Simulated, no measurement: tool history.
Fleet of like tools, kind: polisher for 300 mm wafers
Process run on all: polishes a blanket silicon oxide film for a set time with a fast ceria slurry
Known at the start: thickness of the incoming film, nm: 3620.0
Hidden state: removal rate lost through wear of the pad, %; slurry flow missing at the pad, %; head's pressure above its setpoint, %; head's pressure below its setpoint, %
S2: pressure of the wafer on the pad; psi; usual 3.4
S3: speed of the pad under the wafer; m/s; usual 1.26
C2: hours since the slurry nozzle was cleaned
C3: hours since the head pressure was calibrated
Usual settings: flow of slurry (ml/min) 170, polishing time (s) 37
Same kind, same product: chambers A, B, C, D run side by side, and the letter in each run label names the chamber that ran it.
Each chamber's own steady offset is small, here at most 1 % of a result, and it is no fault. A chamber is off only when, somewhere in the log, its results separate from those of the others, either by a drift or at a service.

run 1D hour=7.7 | flow_of_slurry_(ml/min)=170 S2=3.4 S3=1.26 polishing_time_(s)=37 | wafers_polished_on_this_pad=1106 C2=380.8 C3=145.1 | film_removed_(nm)=736.11
-- hour=11.3 chamber A: worn pad replaced by a new one
-- hour=12.2 chamber D: worn pad replaced by a new one
run 2A hour=20.1 | flow_of_slurry_(ml/min)=170 S2=3.4 S3=1.26 polishing_time_(s)=37 | wafers_polished_on_this_pad=122 C2=426.2 C3=267.6 | film_removed_(nm)=717.15
-- hour=24.9 chamber D: slurry nozzle cleaned
-- hour=28.7 chamber C: worn pad replaced by a new one
run 3B hour=34.2 | flow_of_slurry_(ml/min)=170 S2=3.4 S3=1.26 polishing_time_(s)=37 | wafers_polished_on_this_pad=803 C2=145.0 C3=622.8 | film_removed_(nm)=724.28
run 4C hour=42.1 | flow_of_slurry_(ml/min)=170 S2=3.4 S3=1.26 polishing_time_(s)=37 | wafers_polished_on_this_pad=186 C2=94.4 C3=790.5 | film_removed_(nm)=710.60
run 5D hour=55.9 | flow_of_slurry_(ml/min)=170 S2=3.4 S3=1.26 polishing_time_(s)=37 | wafers_polished_on_this_pad=605 C2=31.0 C3=193.3 | film_removed_(nm)=717.01
-- hour=59.5 chamber B: worn pad replaced by a new one
run 6B hour=64.1 | flow_of_slurry_(ml/min)=170 S2=3.4 S3=1.26 polishing_time_(s)=37 | wafers_polished_on_this_pad=64 C2=174.9 C3=652.7 | film_removed_(nm)=723.61
run 7A hour=72.9 | flow_of_slurry_(ml/min)=170 S2=3.4 S3=1.26 polishing_time_(s)=37 | wafers_polished_on_this_pad=853 C2=479.0 C3=320.4 | film_removed_(nm)=727.04
run 8C hour=84.3 | flow_of_slurry_(ml/min)=170 S2=4.2 S3=1.26 polishing_time_(s)=32 | wafers_polished_on_this_pad=770 C2=136.6 C3=832.7 | film_removed_(nm)=767.79
-- hour=86.1 chamber D: worn pad replaced by a new one
run 9B hour=91.9 | flow_of_slurry_(ml/min)=170 S2=4.2 S3=1.26 polishing_time_(s)=32 | wafers_polished_on_this_pad=449 C2=202.7 C3=680.5 | film_removed_(nm)=767.58
run 10D hour=99.0 | flow_of_slurry_(ml/min)=170 S2=4.2 S3=1.26 polishing_time_(s)=32 | wafers_polished_on_this_pad=179 C2=74.1 C3=236.4 | film_removed_(nm)=791.76
run 11A hour=108.0 | flow_of_slurry_(ml/min)=170 S2=4.2 S3=1.26 polishing_time_(s)=32 | wafers_polished_on_this_pad=1339 C2=514.1 C3=355.5 | film_removed_(nm)=768.11
run 12C hour=119.0 | flow_of_slurry_(ml/min)=170 S2=3.4 S3=1.26 polishing_time_(s)=37 | wafers_polished_on_this_pad=1250 C2=171.3 C3=867.4 | film_removed_(nm)=710.60
-- hour=120.4 chamber C: worn pad replaced by a new one
-- hour=131.6 chamber A: worn pad replaced by a new one
run 13B hour=132.0 | flow_of_slurry_(ml/min)=170 S2=3.4 S3=1.26 polishing_time_(s)=37 | wafers_polished_on_this_pad=1004 C2=242.8 C3=720.6 | film_removed_(nm)=711.39
-- hour=140.5 chamber B: worn pad replaced by a new one
-- hour=141.8 chamber A: slurry nozzle cleaned
run 14A hour=145.9 | flow_of_slurry_(ml/min)=170 S2=3.4 S3=1.26 polishing_time_(s)=37 | wafers_polished_on_this_pad=199 C2=4.2 C3=393.4 | film_removed_(nm)=721.04
-- hour=146.1 chamber B: head pressure recalibrated
run 15C hour=159.2 | flow_of_slurry_(ml/min)=170 S2=3.4 S3=1.26 polishing_time_(s)=37 | wafers_polished_on_this_pad=538 C2=211.5 C3=907.6 | film_removed_(nm)=704.11
-- hour=161.1 chamber D: worn pad replaced by a new one
run 16D hour=170.7 | flow_of_slurry_(ml/min)=170 S2=3.4 S3=1.26 polishing_time_(s)=37 | wafers_polished_on_this_pad=133 C2=145.8 C3=308.1 | film_removed_(nm)=705.53
run 17C hour=180.5 | flow_of_slurry_(ml/min)=170 S2=3.4 S3=0.92 polishing_time_(s)=37 | wafers_polished_on_this_pad=832 C2=232.8 C3=928.9 | film_removed_(nm)=493.07
run 18D hour=186.8 | flow_of_slurry_(ml/min)=170 S2=3.4 S3=0.92 polishing_time_(s)=37 | wafers_polished_on_this_pad=356 C2=161.9 C3=324.2 | film_removed_(nm)=531.60
run 19B hour=194.4 | flow_of_slurry_(ml/min)=170 S2=3.4 S3=0.92 polishing_time_(s)=37 | wafers_polished_on_this_pad=746 C2=305.2 C3=48.4 | film_removed_(nm)=520.68
-- hour=196.6 chamber B: slurry nozzle cleaned
-- hour=199.3 chamber C: worn pad replaced by a new one
run 20A hour=204.3 | flow_of_slurry_(ml/min)=170 S2=3.4 S3=0.92 polishing_time_(s)=37 | wafers_polished_on_this_pad=1007 C2=62.6 C3=451.8 | film_removed_(nm)=519.89
run 21D hour=217.4 | flow_of_slurry_(ml/min)=170 S2=3.4 S3=1.26 polishing_time_(s)=37 | wafers_polished_on_this_pad=779 C2=192.5 C3=354.8 | film_removed_(nm)=731.22
run 22C hour=225.6 | flow_of_slurry_(ml/min)=170 S2=3.4 S3=1.26 polishing_time_(s)=37 | wafers_polished_on_this_pad=364 C2=277.9 C3=974.0 | film_removed_(nm)=691.23
-- hour=229.3 chamber B: worn pad replaced by a new one
run 23A hour=234.6 | flow_of_slurry_(ml/min)=170 S2=3.4 S3=1.26 polishing_time_(s)=37 | wafers_polished_on_this_pad=1426 C2=92.9 C3=482.1 | film_removed_(nm)=721.86
-- hour=235.5 chamber D: worn pad replaced by a new one
-- hour=245.6 chamber A: worn pad replaced by a new one
run 24B hour=247.7 | flow_of_slurry_(ml/min)=170 S2=3.4 S3=1.26 polishing_time_(s)=37 | wafers_polished_on_this_pad=255 C2=51.2 C3=101.7 | film_removed_(nm)=728.78
run 25D hour=260.4 | flow_of_slurry_(ml/min)=170 S2=3.4 S3=1.26 polishing_time_(s)=37 | wafers_polished_on_this_pad=344 C2=235.5 C3=397.8 | film_removed_(nm)=736.57
run 26B hour=266.5 | flow_of_slurry_(ml/min)=170 S2=3.4 S3=1.26 polishing_time_(s)=37 | wafers_polished_on_this_pad=515 C2=70.0 C3=120.5 | film_removed_(nm)=725.05
-- hour=271.6 chamber C: head pressure recalibrated
run 27C hour=275.5 | flow_of_slurry_(ml/min)=120 S2=3.4 S3=1.26 polishing_time_(s)=37 | wafers_polished_on_this_pad=1054 C2=327.8 C3=4.0 | film_removed_(nm)=620.34
-- hour=278.8 chamber C: worn pad replaced by a new one
run 28A hour=287.6 | flow_of_slurry_(ml/min)=120 S2=3.4 S3=1.26 polishing_time_(s)=37 | wafers_polished_on_this_pad=582 C2=145.9 C3=535.1 | film_removed_(nm)=668.57
run 29A hour=297.1 | flow_of_slurry_(ml/min)=120 S2=3.4 S3=1.26 polishing_time_(s)=37 | wafers_polished_on_this_pad=713 C2=155.4 C3=544.6 | film_removed_(nm)=669.62
-- hour=300.1 chamber D: worn pad replaced by a new one
run 30B hour=304.9 | flow_of_slurry_(ml/min)=120 S2=3.4 S3=1.26 polishing_time_(s)=37 | wafers_polished_on_this_pad=1046 C2=108.4 C3=158.9 | film_removed_(nm)=697.18
-- hour=313.7 chamber B: worn pad replaced by a new one
run 31D hour=315.0 | flow_of_slurry_(ml/min)=170 S2=3.4 S3=1.26 polishing_time_(s)=37 | wafers_polished_on_this_pad=206 C2=290.1 C3=452.4 | film_removed_(nm)=720.66
-- hour=321.8 chamber D: head pressure recalibrated
run 32C hour=326.1 | flow_of_slurry_(ml/min)=170 S2=3.4 S3=1.26 polishing_time_(s)=37 | wafers_polished_on_this_pad=655 C2=378.4 C3=54.6 | film_removed_(nm)=668.05
run 33A hour=339.4 | flow_of_slurry_(ml/min)=170 S2=2.8 S3=0.90 polishing_time_(s)=37 | wafers_polished_on_this_pad=1299 C2=197.7 C3=586.9 | film_removed_(nm)=428.36
run 34C hour=347.2 | flow_of_slurry_(ml/min)=170 S2=2.8 S3=0.90 polishing_time_(s)=37 | wafers_polished_on_this_pad=947 C2=399.5 C3=75.7 | film_removed_(nm)=392.92
run 35D hour=355.9 | flow_of_slurry_(ml/min)=170 S2=2.8 S3=0.90 polishing_time_(s)=37 | wafers_polished_on_this_pad=772 C2=331.0 C3=34.1 | film_removed_(nm)=420.36
-- hour=359.6 chamber C: worn pad replaced by a new one
run 36B hour=366.7 | flow_of_slurry_(ml/min)=170 S2=2.8 S3=0.90 polishing_time_(s)=37 | wafers_polished_on_this_pad=734 C2=170.2 C3=220.7 | film_removed_(nm)=416.68
run 37C hour=377.2 | flow_of_slurry_(ml/min)=170 S2=3.4 S3=1.26 polishing_time_(s)=37 | wafers_polished_on_this_pad=244 C2=429.5 C3=105.7 | film_removed_(nm)=666.77

All chambers now run identical settings, listed one chamber a line with results as question marks. What results will each chamber show?
run 38A hour=387.3 | flow_of_slurry_(ml/min)=170 S2=3.4 S3=1.26 polishing_time_(s)=37 | film_removed_(nm)=?
run 38B hour=387.3 | flow_of_slurry_(ml/min)=170 S2=3.4 S3=1.26 polishing_time_(s)=37 | film_removed_(nm)=?
run 38C hour=387.3 | flow_of_slurry_(ml/min)=170 S2=3.4 S3=1.26 polishing_time_(s)=37 | film_removed_(nm)=?
run 38D hour=387.3 | flow_of_slurry_(ml/min)=170 S2=3.4 S3=1.26 polishing_time_(s)=37 | film_removed_(nm)=?

run=38A film_removed_(nm)=709.52
run=38B film_removed_(nm)=739.88
run=38C film_removed_(nm)=656.46
run=38D film_removed_(nm)=710.85
